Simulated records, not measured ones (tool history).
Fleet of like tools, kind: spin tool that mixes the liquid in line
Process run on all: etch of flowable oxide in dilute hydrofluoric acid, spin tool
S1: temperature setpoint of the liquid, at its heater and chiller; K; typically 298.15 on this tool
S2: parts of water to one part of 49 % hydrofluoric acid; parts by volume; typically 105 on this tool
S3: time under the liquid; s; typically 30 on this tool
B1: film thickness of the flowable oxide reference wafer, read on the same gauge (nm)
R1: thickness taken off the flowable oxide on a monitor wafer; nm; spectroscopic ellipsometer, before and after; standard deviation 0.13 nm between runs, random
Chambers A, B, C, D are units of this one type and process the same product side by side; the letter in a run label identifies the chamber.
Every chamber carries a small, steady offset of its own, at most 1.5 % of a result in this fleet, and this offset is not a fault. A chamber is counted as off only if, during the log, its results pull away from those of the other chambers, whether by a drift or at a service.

Run 1D, hour 11.4: usual settings; B1 129.98. Result: R1 19.546 nm.
Run 2A, hour 22.3: usual settings; B1 130.02. Result: R1 19.587 nm.
Run 3C, hour 28.4: usual settings; B1 130.05. Result: R1 19.962 nm.
Run 4B, hour 34.0: usual settings; B1 130.00. Result: R1 20.147 nm.
Run 5B, hour 45.5: usual settings; B1 130.01. Result: R1 19.939 nm.
Run 6D, hour 53.9: usual settings; B1 130.00. Result: R1 19.624 nm.
Run 7C, hour 62.1: usual settings; B1 130.02. Result: R1 19.831 nm.
Run 8A, hour 74.0: usual settings; B1 130.00. Result: R1 19.337 nm.
Run 9A, hour 82.1: usual settings; B1 129.95. Result: R1 19.555 nm.
Run 10B, hour 88.3: usual settings; B1 130.05. Result: R1 20.209 nm.
Run 11C, hour 100.8: usual settings; B1 129.98. Result: R1 20.085 nm.
At hour 104.0: chamber A: thermometer replaced.
Run 12D, hour 109.7: usual settings; B1 130.01. Result: R1 19.633 nm.
Run 13A, hour 120.2: usual settings; B1 130.03. Result: R1 19.497 nm.
Run 14C, hour 129.3: usual settings; B1 129.98. Result: R1 20.142 nm.
Run 15D, hour 136.0: usual settings; B1 130.01. Result: R1 19.617 nm.
Run 16B, hour 146.0: usual settings; B1 129.97. Result: R1 19.859 nm.
Run 17B, hour 152.1: usual settings but S1 296.15 K, S2 130 parts by volume; B1 130.01. Result: R1 14.672 nm.
Run 18D, hour 158.8: usual settings but S1 296.15 K, S2 130 parts by volume; B1 129.97. Result: R1 13.993 nm.
Run 19A, hour 170.6: usual settings but S1 296.15 K, S2 130 parts by volume; B1 130.02. Result: R1 14.150 nm.
Run 20C, hour 177.8: usual settings but S1 296.15 K, S2 130 parts by volume; B1 129.97. Result: R1 14.912 nm.
Run 21D, hour 186.7: usual settings; B1 129.97. Result: R1 19.622 nm.
Run 22C, hour 194.2: usual settings; B1 130.00. Result: R1 20.497 nm.
Run 23B, hour 204.5: usual settings; B1 129.97. Result: R1 19.937 nm.
Run 24A, hour 210.2: usual settings; B1 130.01. Result: R1 19.315 nm.
Run 25D, hour 220.8: usual settings; B1 129.95. Result: R1 19.475 nm.
Run 26C, hour 233.0: usual settings; B1 129.99. Result: R1 20.577 nm.
At hour 235.3: chamber D: thermometer replaced.
At hour 243.3: chamber C: hydrofluoric acid flow meter replaced.
Run 27B, hour 244.0: usual settings; B1 130.02. Result: R1 20.094 nm.
Run 28A, hour 250.5: usual settings; B1 130.01. Result: R1 19.666 nm.
Run 29A, hour 261.6: usual settings; B1 129.96. Result: R1 19.520 nm.
Run 30B, hour 272.7: usual settings; B1 130.01. Result: R1 19.799 nm.
Run 31D, hour 283.3: usual settings; B1 130.03. Result: R1 19.583 nm.
Run 32C, hour 295.3: usual settings; B1 129.98. Result: R1 20.877 nm.
Run 33D, hour 306.8: usual settings; B1 129.99. Result: R1 19.674 nm.
Run 34C, hour 318.0: usual settings; B1 130.02. Result: R1 20.958 nm.
Run 35B, hour 327.8: usual settings; B1 130.01. Result: R1 20.217 nm.
Run 36A, hour 339.7: usual settings; B1 129.99. Result: R1 19.598 nm.

Does one chamber stand apart from the rest, does the shared gauge drift, or is all well apart from small per-chamber offsets? Give the chamber and the most likely cause, where there is one.

Chamber C drifts away from the others.
Most likely cause: liquid hotter than its thermometer reads (K) = 1.71.

Below are 4 candidate recipes for chamber C's next run, each the usual settings with a change, their results shown as question marks. Which of them brings C's results back in line with what the other chambers give on the usual settings?
Maximum distance from the other chambers' mean on the usual settings for a result to count as in line: R1 0.450 nm
Run 37C-1, hour 348.7: usual settings but S1 297.65 K. Result: R1 ?.
Run 37C-2, hour 348.7: usual settings but S1 298.65 K. Result: R1 ?.
Run 37C-3, hour 348.7: usual settings but S1 297.65 K, S2 110 parts by volume. Result: R1 ?.
Run 37C-4, hour 348.7: usual settings but S1 300.15 K. Result: R1 ?.

Other chambers, usual settings, mean: R1 19.667 nm
  run      R1
37C-1  20.778
37C-2  21.593
37C-3  19.723
37C-4  22.870
With 37C-3, the chamber falls back in line with the rest.
